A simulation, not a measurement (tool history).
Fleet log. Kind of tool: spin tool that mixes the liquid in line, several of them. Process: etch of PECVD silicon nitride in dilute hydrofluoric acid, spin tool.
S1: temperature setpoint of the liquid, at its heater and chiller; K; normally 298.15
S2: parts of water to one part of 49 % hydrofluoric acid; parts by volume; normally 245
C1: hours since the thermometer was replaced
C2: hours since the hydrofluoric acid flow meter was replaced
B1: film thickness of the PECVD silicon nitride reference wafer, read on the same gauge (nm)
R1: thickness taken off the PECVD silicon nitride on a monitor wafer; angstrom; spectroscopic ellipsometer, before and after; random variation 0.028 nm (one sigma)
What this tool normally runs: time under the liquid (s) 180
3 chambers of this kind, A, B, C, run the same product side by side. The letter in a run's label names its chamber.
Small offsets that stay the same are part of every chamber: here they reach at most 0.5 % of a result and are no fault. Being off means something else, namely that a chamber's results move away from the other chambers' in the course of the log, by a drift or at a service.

{"run": "1C", "hour": 4.6, "S1": 298.15, "S2": 245, "time under the liquid (s)": 180, "C1": 371.9, "C2": 782.8, "B1": 89.998, "R1": 44.509}
{"run": "2B", "hour": 7.5, "S1": 298.15, "S2": 245, "time under the liquid (s)": 180, "C1": 874.8, "C2": 832.3, "B1": 89.982, "R1": 44.384}
{"run": "3A", "hour": 10.2, "S1": 298.15, "S2": 245, "time under the liquid (s)": 180, "C1": 2700, "C2": 1594.2, "B1": 90.008, "R1": 44.807}
{"run": "4C", "hour": 14.1, "S1": 298.15, "S2": 245, "time under the liquid (s)": 180, "C1": 381.4, "C2": 792.3, "B1": 89.971, "R1": 44.433}
{"run": "5A", "hour": 17.3, "S1": 302.65, "S2": 330, "time under the liquid (s)": 180, "C1": 2707.1, "C2": 1601.3, "B1": 90.009, "R1": 43.455}
{"run": "6B", "hour": 20.6, "S1": 302.65, "S2": 330, "time under the liquid (s)": 180, "C1": 887.9, "C2": 845.4, "B1": 89.997, "R1": 43.172}
{"run": "7A", "hour": 24.8, "S1": 302.65, "S2": 330, "time under the liquid (s)": 180, "C1": 2714.6, "C2": 1608.8, "B1": 89.984, "R1": 43.659}
{"run": "8B", "hour": 28.9, "S1": 298.15, "S2": 245, "time under the liquid (s)": 180, "C1": 896.2, "C2": 853.7, "B1": 90.006, "R1": 45.121}
{"hour": 30.5, "done": "chamber B: thermometer replaced"}
{"run": "9C", "hour": 32.6, "S1": 298.15, "S2": 245, "time under the liquid (s)": 180, "C1": 399.9, "C2": 810.8, "B1": 89.98, "R1": 44.149}
{"run": "10C", "hour": 36.1, "S1": 298.15, "S2": 190, "time under the liquid (s)": 130, "C1": 403.4, "C2": 814.3, "B1": 90.005, "R1": 41.413}
{"run": "11B", "hour": 40.9, "S1": 298.15, "S2": 190, "time under the liquid (s)": 130, "C1": 10.5, "C2": 865.7, "B1": 90.036, "R1": 42.173}
{"run": "12A", "hour": 45.3, "S1": 298.15, "S2": 190, "time under the liquid (s)": 130, "C1": 2735.1, "C2": 1629.3, "B1": 89.988, "R1": 41.643}
{"run": "13A", "hour": 48.8, "S1": 298.15, "S2": 245, "time under the liquid (s)": 180, "C1": 2738.6, "C2": 1632.8, "B1": 90.016, "R1": 45.07}
{"run": "14B", "hour": 52.7, "S1": 298.15, "S2": 245, "time under the liquid (s)": 180, "C1": 22.3, "C2": 877.5, "B1": 90.024, "R1": 45.663}
{"run": "15C", "hour": 56.1, "S1": 298.15, "S2": 245, "time under the liquid (s)": 180, "C1": 423.4, "C2": 834.3, "B1": 90.009, "R1": 44.597}
{"run": "16C", "hour": 60.9, "S1": 296.15, "S2": 295, "time under the liquid (s)": 180, "C1": 428.2, "C2": 839.1, "B1": 89.956, "R1": 33.007}
{"run": "17B", "hour": 64.9, "S1": 296.15, "S2": 295, "time under the liquid (s)": 180, "C1": 34.5, "C2": 889.7, "B1": 89.988, "R1": 33.647}
{"run": "18A", "hour": 68.2, "S1": 296.15, "S2": 295, "time under the liquid (s)": 180, "C1": 2758, "C2": 1652.2, "B1": 89.996, "R1": 33.155}
{"run": "19C", "hour": 73.1, "S1": 298.15, "S2": 245, "time under the liquid (s)": 180, "C1": 440.4, "C2": 851.3, "B1": 89.99, "R1": 45.026}
{"run": "20A", "hour": 75.9, "S1": 295.65, "S2": 245, "time under the liquid (s)": 180, "C1": 2765.7, "C2": 1659.9, "B1": 90.03, "R1": 37.839}
{"run": "21B", "hour": 78.8, "S1": 295.65, "S2": 245, "time under the liquid (s)": 180, "C1": 48.4, "C2": 903.6, "B1": 89.984, "R1": 40.05}
{"run": "22A", "hour": 81.5, "S1": 295.65, "S2": 245, "time under the liquid (s)": 180, "C1": 2771.3, "C2": 1665.5, "B1": 90.004, "R1": 38}
{"run": "23C", "hour": 84.9, "S1": 298.15, "S2": 355, "time under the liquid (s)": 275, "C1": 452.2, "C2": 863.1, "B1": 90.021, "R1": 46.565}
{"run": "24B", "hour": 89.3, "S1": 298.15, "S2": 355, "time under the liquid (s)": 275, "C1": 58.9, "C2": 914.1, "B1": 90.034, "R1": 49.246}
{"run": "25C", "hour": 93.1, "S1": 298.15, "S2": 355, "time under the liquid (s)": 275, "C1": 460.4, "C2": 871.3, "B1": 89.997, "R1": 46.668}
{"run": "26B", "hour": 97.9, "S1": 298.15, "S2": 245, "time under the liquid (s)": 230, "C1": 67.5, "C2": 922.7, "B1": 90.05, "R1": 60.789}
{"run": "27A", "hour": 102.9, "S1": 298.15, "S2": 245, "time under the liquid (s)": 230, "C1": 2792.7, "C2": 1686.9, "B1": 90.03, "R1": 57.482}
{"run": "28A", "hour": 107.9, "S1": 298.15, "S2": 245, "time under the liquid (s)": 230, "C1": 2797.7, "C2": 1691.9, "B1": 90.013, "R1": 57.568}
{"run": "29C", "hour": 112.0, "S1": 298.15, "S2": 245, "time under the liquid (s)": 180, "C1": 479.3, "C2": 890.2, "B1": 90.018, "R1": 44.85}
{"run": "30B", "hour": 115.0, "S1": 298.15, "S2": 245, "time under the liquid (s)": 180, "C1": 84.6, "C2": 939.8, "B1": 89.985, "R1": 47.919}
{"run": "31A", "hour": 119.7, "S1": 298.15, "S2": 245, "time under the liquid (s)": 180, "C1": 2809.5, "C2": 1703.7, "B1": 89.987, "R1": 44.658}
{"run": "32C", "hour": 122.3, "S1": 298.15, "S2": 245, "time under the liquid (s)": 180, "C1": 489.6, "C2": 900.5, "B1": 89.993, "R1": 44.921}
{"run": "33B", "hour": 125.9, "S1": 298.15, "S2": 245, "time under the liquid (s)": 180, "C1": 95.5, "C2": 950.7, "B1": 90.018, "R1": 48.154}
{"run": "34A", "hour": 131.1, "S1": 298.15, "S2": 245, "time under the liquid (s)": 180, "C1": 2820.9, "C2": 1715.1, "B1": 90.013, "R1": 44.461}

Is one chamber out of step, is the gauge drifting, or do the chambers differ by no more than their own small offsets? For an off chamber, give its letter and the likeliest cause.

Chamber B drifts away from the others.
Cause: hydrofluoric acid flow above the setpoint (%) = 8.37.
With only this log, it may be confused with: liquid hotter than its thermometer reads (K).

Below are 4 candidate recipes for chamber B's next run, each the usual settings with a change, their results shown as question marks. Which of them brings B's results back in line with what the other chambers give on the usual settings?
To be in line, a result may differ from the other chambers' mean on the usual settings by at most: R1 0.99 angstrom
{"run": "35B-1", "hour": 134.8, "S1": 298.65, "S2": 230, "time under the liquid (s)": 195, "R1": "?"}
{"run": "35B-2", "hour": 134.8, "S1": 298.15, "S2": 225, "time under the liquid (s)": 180, "R1": "?"}
{"run": "35B-3", "hour": 134.8, "S1": 298.15, "S2": 265, "time under the liquid (s)": 180, "R1": "?"}
{"run": "35B-4", "hour": 134.8, "S1": 297.65, "S2": 255, "time under the liquid (s)": 165, "R1": "?"}

Mean of the other chambers on the usual settings: R1 44.729 angstrom
run=35B-1 R1=57.632
run=35B-2 R1=52.744
run=35B-3 R1=44.797
run=35B-4 R1=41.369
The answer is 35B-3, which returns the chamber to within the allowed miss of the others.
